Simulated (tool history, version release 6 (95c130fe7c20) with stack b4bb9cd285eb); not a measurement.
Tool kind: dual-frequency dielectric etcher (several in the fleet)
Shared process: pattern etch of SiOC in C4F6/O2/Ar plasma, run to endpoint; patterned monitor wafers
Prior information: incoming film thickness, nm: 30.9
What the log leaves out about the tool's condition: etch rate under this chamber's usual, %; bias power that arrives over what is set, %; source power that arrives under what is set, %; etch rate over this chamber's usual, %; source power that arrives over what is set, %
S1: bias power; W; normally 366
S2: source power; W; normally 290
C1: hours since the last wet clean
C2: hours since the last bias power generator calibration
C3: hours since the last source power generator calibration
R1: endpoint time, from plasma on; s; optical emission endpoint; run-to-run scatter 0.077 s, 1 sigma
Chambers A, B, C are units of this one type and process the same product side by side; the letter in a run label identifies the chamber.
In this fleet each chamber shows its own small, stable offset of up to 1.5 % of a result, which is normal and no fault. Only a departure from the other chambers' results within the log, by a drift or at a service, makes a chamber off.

{"run": "1A", "hour": 8.9, "S1": 366, "S2": 290, "C1": 236.2, "C2": 1252.7, "C3": 1502.6, "R1": 13.29}
{"run": "2B", "hour": 19.2, "S1": 366, "S2": 290, "C1": 225, "C2": 1503.1, "C3": 1989.6, "R1": 13.083}
{"run": "3C", "hour": 28.3, "S1": 366, "S2": 290, "C1": 147.7, "C2": 269.1, "C3": 3906.7, "R1": 13.528}
{"run": "4A", "hour": 40.6, "S1": 366, "S2": 290, "C1": 267.9, "C2": 1284.4, "C3": 1534.3, "R1": 13.262}
{"run": "5C", "hour": 51.5, "S1": 366, "S2": 290, "C1": 170.9, "C2": 292.3, "C3": 3929.9, "R1": 13.131}
{"run": "6B", "hour": 63.1, "S1": 366, "S2": 290, "C1": 268.9, "C2": 1547, "C3": 2033.5, "R1": 13.238}
{"hour": 64.1, "done": "chamber C: source power generator calibrated"}
{"run": "7C", "hour": 71.0, "S1": 366, "S2": 290, "C1": 190.4, "C2": 311.8, "C3": 7, "R1": 13.376}
{"run": "8B", "hour": 82.5, "S1": 366, "S2": 290, "C1": 288.3, "C2": 1566.4, "C3": 2052.9, "R1": 13.157}
{"run": "9A", "hour": 95.2, "S1": 366, "S2": 290, "C1": 322.5, "C2": 1339, "C3": 1588.9, "R1": 13.283}
{"run": "10A", "hour": 103.2, "S1": 366, "S2": 290, "C1": 330.5, "C2": 1347, "C3": 1596.9, "R1": 13.16}
{"run": "11C", "hour": 112.1, "S1": 366, "S2": 320, "C1": 231.5, "C2": 352.9, "C3": 48.1, "R1": 12.827}
{"run": "12B", "hour": 117.8, "S1": 366, "S2": 320, "C1": 323.6, "C2": 1601.7, "C3": 2088.2, "R1": 12.742}
{"run": "13B", "hour": 130.4, "S1": 366, "S2": 320, "C1": 336.2, "C2": 1614.3, "C3": 2100.8, "R1": 12.68}
{"run": "14A", "hour": 135.9, "S1": 366, "S2": 340, "C1": 363.2, "C2": 1379.7, "C3": 1629.6, "R1": 12.421}
{"run": "15C", "hour": 145.2, "S1": 366, "S2": 340, "C1": 264.6, "C2": 386, "C3": 81.2, "R1": 12.597}
{"run": "16A", "hour": 154.0, "S1": 366, "S2": 340, "C1": 381.3, "C2": 1397.8, "C3": 1647.7, "R1": 12.558}
{"run": "17B", "hour": 164.3, "S1": 366, "S2": 290, "C1": 370.1, "C2": 1648.2, "C3": 2134.7, "R1": 13.187}
{"hour": 168.6, "done": "chamber B: source power generator calibrated"}
{"run": "18C", "hour": 174.6, "S1": 366, "S2": 290, "C1": 294, "C2": 415.4, "C3": 110.6, "R1": 13.232}
{"run": "19C", "hour": 181.1, "S1": 366, "S2": 290, "C1": 300.5, "C2": 421.9, "C3": 117.1, "R1": 13.371}
{"run": "20B", "hour": 188.4, "S1": 366, "S2": 290, "C1": 394.2, "C2": 1672.3, "C3": 19.8, "R1": 13.353}
{"run": "21A", "hour": 200.2, "S1": 366, "S2": 290, "C1": 427.5, "C2": 1444, "C3": 1693.9, "R1": 13.274}
{"run": "22A", "hour": 205.7, "S1": 366, "S2": 290, "C1": 433, "C2": 1449.5, "C3": 1699.4, "R1": 13.333}
{"run": "23B", "hour": 218.3, "S1": 366, "S2": 290, "C1": 424.1, "C2": 1702.2, "C3": 49.7, "R1": 13.209}
{"hour": 222.8, "done": "chamber C: wet clean of the chamber"}
{"run": "24C", "hour": 225.8, "S1": 366, "S2": 290, "C1": 3, "C2": 466.6, "C3": 161.8, "R1": 13.369}
{"run": "25B", "hour": 235.4, "S1": 366, "S2": 290, "C1": 441.2, "C2": 1719.3, "C3": 66.8, "R1": 13.246}
{"run": "26A", "hour": 245.7, "S1": 366, "S2": 290, "C1": 473, "C2": 1489.5, "C3": 1739.4, "R1": 13.478}
{"hour": 252.6, "done": "chamber B: wet clean of the chamber"}
{"run": "27C", "hour": 256.7, "S1": 366, "S2": 290, "C1": 33.9, "C2": 497.5, "C3": 192.7, "R1": 13.409}
{"run": "28C", "hour": 262.6, "S1": 366, "S2": 290, "C1": 39.8, "C2": 503.4, "C3": 198.6, "R1": 13.322}
{"run": "29B", "hour": 270.2, "S1": 366, "S2": 290, "C1": 17.7, "C2": 1754.1, "C3": 101.6, "R1": 13.235}
{"run": "30A", "hour": 280.9, "S1": 366, "S2": 290, "C1": 508.2, "C2": 1524.7, "C3": 1774.6, "R1": 13.717}
{"run": "31B", "hour": 287.9, "S1": 366, "S2": 290, "C1": 35.4, "C2": 1771.8, "C3": 119.3, "R1": 13.211}
{"run": "32A", "hour": 300.2, "S1": 410, "S2": 290, "C1": 527.5, "C2": 1544, "C3": 1793.9, "R1": 13.175}
{"run": "33C", "hour": 310.9, "S1": 410, "S2": 290, "C1": 88.1, "C2": 551.7, "C3": 246.9, "R1": 12.841}
{"run": "34A", "hour": 316.6, "S1": 410, "S2": 290, "C1": 543.9, "C2": 1560.4, "C3": 1810.3, "R1": 13.033}
{"run": "35C", "hour": 326.3, "S1": 366, "S2": 290, "C1": 103.5, "C2": 567.1, "C3": 262.3, "R1": 13.375}
{"run": "36B", "hour": 332.9, "S1": 366, "S2": 290, "C1": 80.4, "C2": 1816.8, "C3": 164.3, "R1": 13.307}
{"run": "37A", "hour": 342.7, "S1": 366, "S2": 290, "C1": 570, "C2": 1586.5, "C3": 1836.4, "R1": 13.926}
{"run": "38C", "hour": 352.6, "S1": 366, "S2": 290, "C1": 129.8, "C2": 593.4, "C3": 288.6, "R1": 13.4}
{"run": "39B", "hour": 362.9, "S1": 366, "S2": 290, "C1": 110.4, "C2": 1846.8, "C3": 194.3, "R1": 13.318}
{"run": "40C", "hour": 372.6, "S1": 366, "S2": 290, "C1": 149.8, "C2": 613.4, "C3": 308.6, "R1": 13.307}
{"run": "41A", "hour": 382.4, "S1": 366, "S2": 290, "C1": 609.7, "C2": 1626.2, "C3": 1876.1, "R1": 13.725}
{"run": "42B", "hour": 392.0, "S1": 366, "S2": 290, "C1": 139.5, "C2": 1875.9, "C3": 223.4, "R1": 13.184}
{"run": "43A", "hour": 399.3, "S1": 366, "S2": 290, "C1": 626.6, "C2": 1643.1, "C3": 1893, "R1": 13.847}

Decide between three cases: one chamber stands off from its peers, the gauge reading all wafers drifts, or nothing is wrong past each chamber's small offset. Where a chamber is off, say which and what most likely put it there.

Little by little, chamber A moves away from the other chambers.
Most likely cause: etch rate under this chamber's usual, % = 5.3.

Below are 4 candidate recipes for chamber A's next run, each the usual settings with a change, their results shown as question marks. Which of them brings A's results back in line with what the other chambers give on the usual settings?
In line here means within this much of the mean the other chambers give on the usual settings: R1 0.27 s
{"run": "44A-1", "hour": 408.4, "S1": 340, "S2": 270, "R1": "?"}
{"run": "44A-2", "hour": 408.4, "S1": 351, "S2": 290, "R1": "?"}
{"run": "44A-3", "hour": 408.4, "S1": 381, "S2": 290, "R1": "?"}
{"run": "44A-4", "hour": 408.4, "S1": 417, "S2": 290, "R1": "?"}

The other chambers' mean on the usual settings: R1 13.295 s
run=44A-1 R1=14.763
run=44A-2 R1=14.21
run=44A-3 R1=13.793
run=44A-4 R1=13.342
Change 44A-4 lands the chamber within the allowed miss of the other chambers.
